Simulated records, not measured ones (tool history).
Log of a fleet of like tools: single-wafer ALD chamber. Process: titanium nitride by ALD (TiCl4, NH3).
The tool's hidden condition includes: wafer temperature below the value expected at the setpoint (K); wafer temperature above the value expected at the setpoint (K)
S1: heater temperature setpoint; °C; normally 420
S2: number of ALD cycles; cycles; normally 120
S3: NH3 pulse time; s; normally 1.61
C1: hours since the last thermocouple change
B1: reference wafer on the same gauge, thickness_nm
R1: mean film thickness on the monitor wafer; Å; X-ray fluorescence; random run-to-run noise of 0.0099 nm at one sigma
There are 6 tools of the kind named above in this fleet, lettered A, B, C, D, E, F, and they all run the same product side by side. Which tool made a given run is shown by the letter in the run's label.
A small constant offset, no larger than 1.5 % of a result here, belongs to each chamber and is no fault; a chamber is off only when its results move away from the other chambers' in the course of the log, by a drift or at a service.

Run 1D, day 0.200: usual settings; C1 418.9; B1 2.4016. Result: R1 26.373 Å.
Run 2B, day 0.492: usual settings; C1 639.0; B1 2.4013. Result: R1 26.547 Å.
Run 3E, day 0.829: usual settings; C1 212.7; B1 2.3993. Result: R1 26.283 Å.
Run 4F, day 1.088: usual settings; C1 375.3; B1 2.3988. Result: R1 26.717 Å.
Run 5A, day 1.329: usual settings; C1 735.9; B1 2.3988. Result: R1 26.502 Å.
Run 6C, day 1.525: usual settings; C1 899.2; B1 2.4000. Result: R1 26.782 Å.
Run 7F, day 1.704: usual settings; C1 390.1; B1 2.4021. Result: R1 26.653 Å.
Run 8C, day 2.071: usual settings; C1 912.3; B1 2.4015. Result: R1 26.709 Å.
Run 9E, day 2.304: usual settings; C1 248.1; B1 2.3983. Result: R1 26.351 Å.
Run 10B, day 2.662: usual settings; C1 691.1; B1 2.4015. Result: R1 26.327 Å.
Run 11A, day 2.850: usual settings; C1 772.4; B1 2.4009. Result: R1 26.470 Å.
Run 12D, day 3.071: usual settings; C1 487.8; B1 2.3997. Result: R1 26.482 Å.
Run 13E, day 3.296: usual settings but S1 431 °C, S3 1.05 s; C1 271.9; B1 2.3998. Result: R1 26.073 Å.
Run 14F, day 3.554: usual settings but S1 431 °C, S3 1.05 s; C1 434.5; B1 2.3985. Result: R1 26.479 Å.
Run 15D, day 3.883: usual settings but S1 431 °C, S3 1.05 s; C1 507.3; B1 2.4007. Result: R1 26.276 Å.
Run 16B, day 4.171: usual settings but S1 431 °C, S3 1.05 s; C1 727.3; B1 2.3979. Result: R1 26.058 Å.
Run 17C, day 4.533: usual settings but S1 431 °C, S3 1.05 s; C1 971.4; B1 2.4011. Result: R1 26.624 Å.
Run 18A, day 4.775: usual settings but S1 431 °C, S3 1.05 s; C1 818.6; B1 2.4016. Result: R1 26.278 Å.
Run 19B, day 5.121: usual settings but S2 103 cycles, S3 1.04 s; C1 750.1; B1 2.4008. Result: R1 22.371 Å.
Run 20D, day 5.458: usual settings but S2 103 cycles, S3 1.04 s; C1 545.1; B1 2.4009. Result: R1 22.264 Å.
Run 21E, day 5.742: usual settings but S2 103 cycles, S3 1.04 s; C1 330.6; B1 2.4014. Result: R1 22.220 Å.
Run 22A, day 5.921: usual settings but S2 103 cycles, S3 1.04 s; C1 846.1; B1 2.3991. Result: R1 22.435 Å.
Run 23C, day 6.142: usual settings but S2 103 cycles, S3 1.04 s; C1 1010.0; B1 2.3989. Result: R1 22.632 Å.
Run 24F, day 6.433: usual settings but S2 103 cycles, S3 1.04 s; C1 503.6; B1 2.3993. Result: R1 22.524 Å.
Run 25F, day 6.725: usual settings; C1 510.6; B1 2.4011. Result: R1 26.654 Å.
Run 26E, day 7.033: usual settings; C1 361.6; B1 2.3999. Result: R1 26.403 Å.
Run 27B, day 7.242: usual settings; C1 801.0; B1 2.4011. Result: R1 26.158 Å.
Run 28A, day 7.454: usual settings; C1 882.9; B1 2.3996. Result: R1 26.404 Å.
Run 29C, day 7.688: usual settings; C1 1047.1; B1 2.4007. Result: R1 26.731 Å.
Run 30D, day 8.042: usual settings; C1 607.1; B1 2.3992. Result: R1 26.519 Å.
Run 31B, day 8.388: usual settings; C1 828.5; B1 2.3999. Result: R1 26.412 Å.
Run 32A, day 8.579: usual settings but S1 427 °C, S2 104 cycles; C1 909.9; B1 2.3990. Result: R1 23.142 Å.
Run 33E, day 8.942: usual settings but S1 427 °C, S2 104 cycles; C1 407.4; B1 2.4006. Result: R1 22.894 Å.
Run 34F, day 9.112: usual settings but S1 427 °C, S2 104 cycles; C1 567.9; B1 2.3979. Result: R1 23.073 Å.
Run 35D, day 9.400: usual settings but S1 427 °C, S2 104 cycles; C1 639.7; B1 2.3988. Result: R1 22.899 Å.
Run 36C, day 9.750: usual settings but S1 427 °C, S2 104 cycles; C1 1096.6; B1 2.4012. Result: R1 23.389 Å.

Predict what each chamber gives when all 6 of them run the settings below next.
Run 37A, day 10.012: usual settings. Result: R1 ?.
Run 37B, day 10.012: usual settings. Result: R1 ?.
Run 37C, day 10.012: usual settings. Result: R1 ?.
Run 37D, day 10.012: usual settings. Result: R1 ?.
Run 37E, day 10.012: usual settings. Result: R1 ?.
Run 37F, day 10.012: usual settings. Result: R1 ?.

run      R1
37A  26.371
37B  26.424
37C  26.615
37D  26.660
37E  26.158
37F  26.569
